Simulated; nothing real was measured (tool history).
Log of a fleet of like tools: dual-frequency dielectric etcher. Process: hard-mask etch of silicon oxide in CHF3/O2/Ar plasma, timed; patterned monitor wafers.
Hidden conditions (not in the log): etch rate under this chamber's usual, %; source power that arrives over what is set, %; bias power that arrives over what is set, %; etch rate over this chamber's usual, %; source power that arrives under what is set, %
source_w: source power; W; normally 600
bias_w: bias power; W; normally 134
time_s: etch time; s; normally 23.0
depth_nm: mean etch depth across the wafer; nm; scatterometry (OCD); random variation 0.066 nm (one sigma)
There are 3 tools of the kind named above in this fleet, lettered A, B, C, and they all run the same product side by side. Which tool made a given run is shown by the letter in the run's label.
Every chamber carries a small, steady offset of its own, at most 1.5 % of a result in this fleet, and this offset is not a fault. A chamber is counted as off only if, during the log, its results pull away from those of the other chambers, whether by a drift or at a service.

run   hour  source_w  bias_w  time_s  hours since the last wet clean  hours since the last source power generator calibration  hours since the last bias power generator calibration  read-back reference wafer on the same gauge, depth_nm  depth_nm
 1B    4.0       600     134    23.0                           563.7                                                   2351.1                                                 1910.9                                                 36.500    40.736
 2A    7.6       600     134    23.0                            78.7                                                    174.1                                                 3168.7                                                 36.497    41.306
 3C   12.4       600     134    23.0                           227.7                                                   1910.4                                                 2250.6                                                 36.487    41.430
 4B   15.6       600     134    23.0                           575.3                                                   2362.7                                                 1922.5                                                 36.480    40.884
 5C   19.2       600     134    23.0                           234.5                                                   1917.2                                                 2257.4                                                 36.470    41.462
 6A   23.8       600     134    23.0                            94.9                                                    190.3                                                 3184.9                                                 36.457    41.273
 7B   28.4       670     134    23.0                           588.1                                                   2375.5                                                 1935.3                                                 36.457    42.423
 8A   35.0       670     134    23.0                           106.1                                                    201.5                                                 3196.1                                                 36.436    43.132
 9C   41.4       670     134    23.0                           256.7                                                   1939.4                                                 2279.6                                                 36.421    43.164
10C   47.7       600     109    26.0                           263.0                                                   1945.7                                                 2285.9                                                 36.412    43.846
11A   55.1       600     109    26.0                           126.2                                                    221.6                                                 3216.2                                                 36.407    43.674
12B   62.2       600     109    26.0                           621.9                                                   2409.3                                                 1969.1                                                 36.399    43.002
13A   69.6       600     134    23.0                           140.7                                                    236.1                                                 3230.7                                                 36.375    41.320
14B   74.0       600     134    23.0                           633.7                                                   2421.1                                                 1980.9                                                 36.378    40.664
15C   80.6       600     134    23.0                           295.9                                                   1978.6                                                 2318.8                                                 36.360    41.303
16B   84.2       600     134    23.0                           643.9                                                   2431.3                                                 1991.1                                                 36.357    40.670
17C   89.3       600     110    23.0                           304.6                                                   1987.3                                                 2327.5                                                 36.362    38.826
18A   95.8       600     110    23.0                           166.9                                                    262.3                                                 3256.9                                                 36.323    38.683
19C  101.9       600     110    23.0                           317.2                                                   1999.9                                                 2340.1                                                 36.311    38.811
20A  105.4       600     134    23.0                           176.5                                                    271.9                                                 3266.5                                                 36.317    41.135
21B  109.8       600     134    23.0                           669.5                                                   2456.9                                                 2016.7                                                 36.309    40.575
22B  113.1       600     134    23.0                           672.8                                                   2460.2                                                 2020.0                                                 36.307    40.464
23A  117.6       600     134    23.0                           188.7                                                    284.1                                                 3278.7                                                 36.299    41.131
     120.9  -- chamber B: wet clean of the chamber
24C  122.0       600     134    23.0                           337.3                                                   2020.0                                                 2360.2                                                 36.282    41.252
25A  126.3       600     134    17.0                           197.4                                                    292.8                                                 3287.4                                                 36.278    30.405
     132.2  -- chamber B: bias power generator calibrated
26B  133.5       600     134    17.0                            12.7                                                   2480.6                                                    1.3                                                 36.268    29.967

Does one chamber stand apart from the rest, does the shared gauge drift, or is all well apart from small per-chamber offsets? Give the chamber and the most likely cause, where there is one.

It is the gauge, not a chamber: its drift shows up in every chamber's results at once, and no chamber is off.
Cause: gauge reads low (%) = 0.663.
